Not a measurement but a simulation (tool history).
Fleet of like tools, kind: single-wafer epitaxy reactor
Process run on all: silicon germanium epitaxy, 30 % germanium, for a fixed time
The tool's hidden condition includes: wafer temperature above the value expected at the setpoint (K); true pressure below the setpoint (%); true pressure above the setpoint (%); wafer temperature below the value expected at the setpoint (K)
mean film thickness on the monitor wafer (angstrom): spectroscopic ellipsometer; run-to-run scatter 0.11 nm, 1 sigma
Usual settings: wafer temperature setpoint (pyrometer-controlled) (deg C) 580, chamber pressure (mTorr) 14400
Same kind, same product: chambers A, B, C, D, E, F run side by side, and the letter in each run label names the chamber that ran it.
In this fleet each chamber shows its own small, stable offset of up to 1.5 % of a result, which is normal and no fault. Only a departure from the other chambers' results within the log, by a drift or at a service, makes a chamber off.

| run | hour | wafer temperature setpoint (pyrometer-controlled) (deg C) | chamber pressure (mTorr) | hours since the last pyrometer calibration | hours since the last manometer calibration | read-back reference wafer on the same gauge, thickness_nm | mean film thickness on the monitor wafer (angstrom) |
|---|---|---|---|---|---|---|---|
|  | 6.7 | chamber F: capacitance manometer re-zeroed and calibrated |
| 1B | 7.5 | 580 | 14400 | 1483.4 | 1509.4 | 35.290 | 353.89 |
| 2F | 16.8 | 580 | 14400 | 1433.5 | 10.1 | 35.308 | 356.63 |
| 3A | 25.5 | 580 | 14400 | 2126.6 | 1171.3 | 35.275 | 359.19 |
| 4C | 30.4 | 580 | 14400 | 1203.5 | 130.1 | 35.293 | 351.63 |
| 5E | 39.5 | 580 | 14400 | 1342.8 | 332.2 | 35.311 | 353.52 |
| 6D | 44.8 | 580 | 14400 | 640.7 | 820.8 | 35.301 | 357.79 |
| 7B | 52.1 | 580 | 14400 | 1528.0 | 1554.0 | 35.319 | 351.98 |
| 8A | 58.6 | 580 | 14400 | 2159.7 | 1204.4 | 35.314 | 356.95 |
| 9C | 67.5 | 580 | 14400 | 1240.6 | 167.2 | 35.337 | 352.12 |
| 10E | 72.7 | 580 | 14400 | 1376.0 | 365.4 | 35.311 | 353.69 |
| 11F | 80.7 | 580 | 14400 | 1497.4 | 74.0 | 35.290 | 354.80 |
| 12D | 85.2 | 580 | 14400 | 681.1 | 861.2 | 35.278 | 356.80 |
| 13A | 90.6 | 580 | 14400 | 2191.7 | 1236.4 | 35.285 | 358.57 |
| 14B | 97.0 | 580 | 14400 | 1572.9 | 1598.9 | 35.315 | 353.94 |
| 15F | 104.7 | 580 | 14400 | 1521.4 | 98.0 | 35.321 | 354.99 |
| 16D | 109.3 | 580 | 14400 | 705.2 | 885.3 | 35.284 | 356.49 |
| 17C | 118.8 | 580 | 14400 | 1291.9 | 218.5 | 35.292 | 349.85 |
| 18E | 126.0 | 580 | 14400 | 1429.3 | 418.7 | 35.313 | 351.25 |
| 19F | 135.8 | 580 | 14400 | 1552.5 | 129.1 | 35.320 | 354.56 |
| 20A | 144.2 | 580 | 14400 | 2245.3 | 1290.0 | 35.306 | 358.91 |
| 21D | 149.8 | 580 | 14400 | 745.7 | 925.8 | 35.334 | 358.74 |
| 22C | 155.6 | 580 | 14400 | 1328.7 | 255.3 | 35.304 | 351.12 |
| 23E | 163.9 | 580 | 14400 | 1467.2 | 456.6 | 35.298 | 347.76 |
| 24B | 170.6 | 580 | 14400 | 1646.5 | 1672.5 | 35.313 | 354.10 |
| 25E | 179.3 | 580 | 14400 | 1482.6 | 472.0 | 35.312 | 346.89 |
| 26A | 184.4 | 580 | 14400 | 2285.5 | 1330.2 | 35.301 | 357.72 |
| 27F | 193.2 | 580 | 14400 | 1609.9 | 186.5 | 35.307 | 353.44 |
| 28C | 202.8 | 580 | 16000 | 1375.9 | 302.5 | 35.304 | 364.83 |
|  | 208.9 | chamber F: pyrometer calibrated |
| 29B | 211.9 | 580 | 16000 | 1687.8 | 1713.8 | 35.304 | 370.43 |
| 30D | 220.3 | 580 | 16000 | 816.2 | 996.3 | 35.307 | 372.67 |
| 31A | 226.0 | 580 | 16000 | 2327.1 | 1371.8 | 35.293 | 374.75 |
| 32E | 231.8 | 580 | 16000 | 1535.1 | 524.5 | 35.303 | 359.39 |
| 33C | 241.6 | 580 | 16000 | 1414.7 | 341.3 | 35.317 | 364.74 |
| 34F | 249.5 | 593 | 16800 | 40.6 | 242.8 | 35.286 | 483.07 |
| 35D | 257.3 | 593 | 16800 | 853.2 | 1033.3 | 35.301 | 484.84 |
| 36B | 265.2 | 593 | 16800 | 1741.1 | 1767.1 | 35.283 | 483.08 |

All chambers now run identical settings, listed one chamber a line with results as question marks. What results will each chamber show?
| 37A | 272.3 | 580 | 14400 |  |  |  | ? |
| 37B | 272.3 | 580 | 14400 |  |  |  | ? |
| 37C | 272.3 | 580 | 14400 |  |  |  | ? |
| 37D | 272.3 | 580 | 14400 |  |  |  | ? |
| 37E | 272.3 | 580 | 14400 |  |  |  | ? |
| 37F | 272.3 | 580 | 14400 |  |  |  | ? |

| run | mean film thickness on the monitor wafer (angstrom) |
|---|---|
| 37A | 357.89 |
| 37B | 352.87 |
| 37C | 350.34 |
| 37D | 357.30 |
| 37E | 343.83 |
| 37F | 354.99 |

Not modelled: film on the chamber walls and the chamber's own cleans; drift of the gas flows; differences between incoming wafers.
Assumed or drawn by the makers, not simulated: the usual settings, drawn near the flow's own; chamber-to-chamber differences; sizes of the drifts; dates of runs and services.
